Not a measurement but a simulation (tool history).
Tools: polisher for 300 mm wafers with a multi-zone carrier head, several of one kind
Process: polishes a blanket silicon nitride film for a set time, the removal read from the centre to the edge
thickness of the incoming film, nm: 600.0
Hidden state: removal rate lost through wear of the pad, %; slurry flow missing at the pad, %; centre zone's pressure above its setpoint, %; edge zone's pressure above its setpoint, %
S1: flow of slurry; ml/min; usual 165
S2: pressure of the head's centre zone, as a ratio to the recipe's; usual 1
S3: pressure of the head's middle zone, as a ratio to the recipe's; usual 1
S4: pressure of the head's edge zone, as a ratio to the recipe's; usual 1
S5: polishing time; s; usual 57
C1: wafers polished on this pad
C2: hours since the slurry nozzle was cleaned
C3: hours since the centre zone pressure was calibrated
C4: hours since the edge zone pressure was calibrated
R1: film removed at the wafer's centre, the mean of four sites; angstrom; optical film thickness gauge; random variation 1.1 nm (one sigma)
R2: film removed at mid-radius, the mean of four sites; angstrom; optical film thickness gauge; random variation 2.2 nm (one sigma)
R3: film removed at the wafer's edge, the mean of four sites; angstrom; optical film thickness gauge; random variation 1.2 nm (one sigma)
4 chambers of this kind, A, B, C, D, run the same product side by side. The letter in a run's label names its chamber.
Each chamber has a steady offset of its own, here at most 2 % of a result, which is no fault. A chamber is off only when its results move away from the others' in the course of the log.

| run | hour | S1 | S2 | S3 | S4 | S5 | C1 | C2 | C3 | C4 | R1 | R2 | R3 |
|---|---|---|---|---|---|---|---|---|---|---|---|---|---|
| 1B | 5.6 | 165 | 1 | 1 | 1 | 57 | 734 | 535.8 | 1172.7 | 1197.1 | 1553.8 | 1524.8 | 1498.9 |
|  | 8.1 | chamber A: slurry nozzle cleaned |
| 2A | 12.5 | 165 | 1 | 1 | 1 | 57 | 144 | 4.5 | 266.5 | 92.8 | 1518.9 | 1529.3 | 1507.6 |
| 3D | 16.2 | 165 | 1 | 1 | 1 | 57 | 250 | 184.6 | 542.5 | 68.7 | 1543.9 | 1517.8 | 1548.6 |
| 4C | 20.7 | 165 | 1 | 1 | 1 | 57 | 1289 | 137.7 | 590.7 | 346.1 | 1538.9 | 1537.3 | 1534.2 |
|  | 25.8 | chamber C: worn pad replaced by a new one |
| 5B | 26.6 | 165 | 1 | 1 | 1 | 57 | 951 | 556.8 | 1193.7 | 1218.1 | 1534.3 | 1545.7 | 1513.6 |
| 6C | 30.5 | 165 | 1 | 1.07 | 1 | 57 | 49 | 147.5 | 600.5 | 355.9 | 1550.6 | 1622.2 | 1547.4 |
| 7D | 34.7 | 165 | 1 | 1.07 | 1 | 57 | 442 | 203.1 | 561 | 87.2 | 1526.5 | 1682.4 | 1516.2 |
|  | 36 | chamber B: slurry nozzle cleaned |
| 8A | 42.1 | 165 | 1 | 1.07 | 1 | 57 | 450 | 34.1 | 296.1 | 122.4 | 1504 | 1643 | 1532.7 |
| 9A | 49.5 | 165 | 1 | 1.07 | 1 | 57 | 527 | 41.5 | 303.5 | 129.8 | 1535.3 | 1655.8 | 1524.7 |
| 10D | 57.1 | 165 | 1 | 1 | 1 | 57 | 674 | 225.5 | 583.4 | 109.6 | 1532.2 | 1551.8 | 1526.9 |
| 11B | 61.6 | 165 | 1 | 1 | 1 | 66 | 1314 | 25.6 | 1228.7 | 1253.1 | 1772.7 | 1713.3 | 1701.9 |
| 12C | 66.7 | 165 | 1 | 1 | 1 | 66 | 424 | 183.7 | 636.7 | 392.1 | 1778.7 | 1726.1 | 1778.5 |
| 13A | 73.7 | 165 | 1 | 1 | 1 | 66 | 778 | 65.7 | 327.7 | 154 | 1771.3 | 1755.1 | 1757.3 |
| 14D | 77.9 | 165 | 1 | 1 | 1 | 66 | 889 | 246.3 | 604.2 | 130.4 | 1766.4 | 1814.2 | 1789.6 |
| 15B | 82.3 | 165 | 1 | 1 | 1 | 57 | 1528 | 46.3 | 1249.4 | 1273.8 | 1500.6 | 1485.4 | 1462.2 |
| 16C | 90.2 | 165 | 1 | 1 | 1 | 57 | 668 | 207.2 | 660.2 | 415.6 | 1542.8 | 1496.4 | 1547.9 |
| 17D | 94.5 | 140 | 1 | 0.93 | 1 | 57 | 1061 | 262.9 | 620.8 | 147 | 1483 | 1403.8 | 1503.8 |
|  | 99.2 | chamber D: worn pad replaced by a new one |
| 18A | 99.2 | 140 | 1 | 0.93 | 1 | 57 | 1042 | 91.2 | 353.2 | 179.5 | 1473.7 | 1408.9 | 1477.4 |
|  | 101.3 | chamber C: slurry nozzle cleaned |
|  | 105.5 | chamber B: centre zone pressure recalibrated |
| 19B | 106.3 | 140 | 1 | 0.93 | 1 | 57 | 1777 | 70.3 | 0.9 | 1297.8 | 1426.6 | 1381 | 1431.3 |
| 20C | 112.2 | 140 | 1 | 0.93 | 1 | 57 | 896 | 11 | 682.2 | 437.6 | 1485.1 | 1365.2 | 1505.3 |
| 21A | 118.1 | 165 | 1 | 1 | 1 | 57 | 1238 | 110.1 | 372.1 | 198.4 | 1493.6 | 1505.6 | 1541 |
| 22D | 123.1 | 165 | 1 | 1 | 1 | 57 | 248 | 291.5 | 649.4 | 175.6 | 1522.3 | 1556.4 | 1553.1 |
|  | 129.5 | chamber B: edge zone pressure recalibrated |
| 23C | 130.9 | 165 | 0.93 | 1 | 1 | 57 | 1089 | 29.7 | 700.9 | 456.3 | 1409.1 | 1530.9 | 1567.7 |
| 24B | 137.8 | 165 | 0.93 | 1 | 1 | 57 | 2103 | 101.8 | 32.4 | 8.3 | 1359.1 | 1466.7 | 1422 |
| 25C | 143.1 | 165 | 0.93 | 1 | 1 | 57 | 1216 | 41.9 | 713.1 | 468.5 | 1406.2 | 1515.8 | 1535.5 |
|  | 145.2 | chamber A: worn pad replaced by a new one |
| 26A | 148.9 | 165 | 0.93 | 1 | 1 | 57 | 39 | 140.9 | 402.9 | 229.2 | 1399.2 | 1561.3 | 1543.8 |
| 27D | 154 | 165 | 1 | 1 | 1 | 57 | 568 | 322.4 | 680.3 | 206.5 | 1530.9 | 1551.2 | 1541.8 |
|  | 158.1 | chamber C: worn pad replaced by a new one |
| 28B | 158.5 | 165 | 0.9 | 1 | 1 | 57 | 2318 | 122.5 | 53.1 | 29 | 1295.8 | 1477.4 | 1439 |
|  | 162.9 | chamber D: slurry nozzle cleaned |
| 29B | 164.8 | 165 | 0.9 | 1 | 1 | 57 | 2383 | 128.8 | 59.4 | 35.3 | 1300.5 | 1414.6 | 1413.1 |
| 30D | 170 | 165 | 0.9 | 1 | 1 | 57 | 734 | 7.2 | 696.3 | 222.5 | 1356.9 | 1567 | 1533.4 |
| 31C | 175.3 | 165 | 0.9 | 1 | 1 | 57 | 179 | 74.1 | 745.3 | 500.7 | 1379.6 | 1550.8 | 1531.1 |
| 32A | 181.6 | 165 | 1 | 1 | 1 | 57 | 378 | 173.6 | 435.6 | 261.9 | 1489.5 | 1540.3 | 1518.3 |

All 4 chambers run these settings next. Forecast each chamber's results:
| 33A | 187.6 | 165 | 1 | 1 | 1 | 57 |  |  |  |  | ? | ? | ? |
| 33B | 187.6 | 165 | 1 | 1 | 1 | 57 |  |  |  |  | ? | ? | ? |
| 33C | 187.6 | 165 | 1 | 1 | 1 | 57 |  |  |  |  | ? | ? | ? |
| 33D | 187.6 | 165 | 1 | 1 | 1 | 57 |  |  |  |  | ? | ? | ? |

| run | R1 | R2 | R3 |
|---|---|---|---|
| 33A | 1512 | 1530.5 | 1540.7 |
| 33B | 1438.6 | 1416.4 | 1413 |
| 33C | 1545 | 1515.2 | 1527.4 |
| 33D | 1549.5 | 1499.1 | 1544.7 |
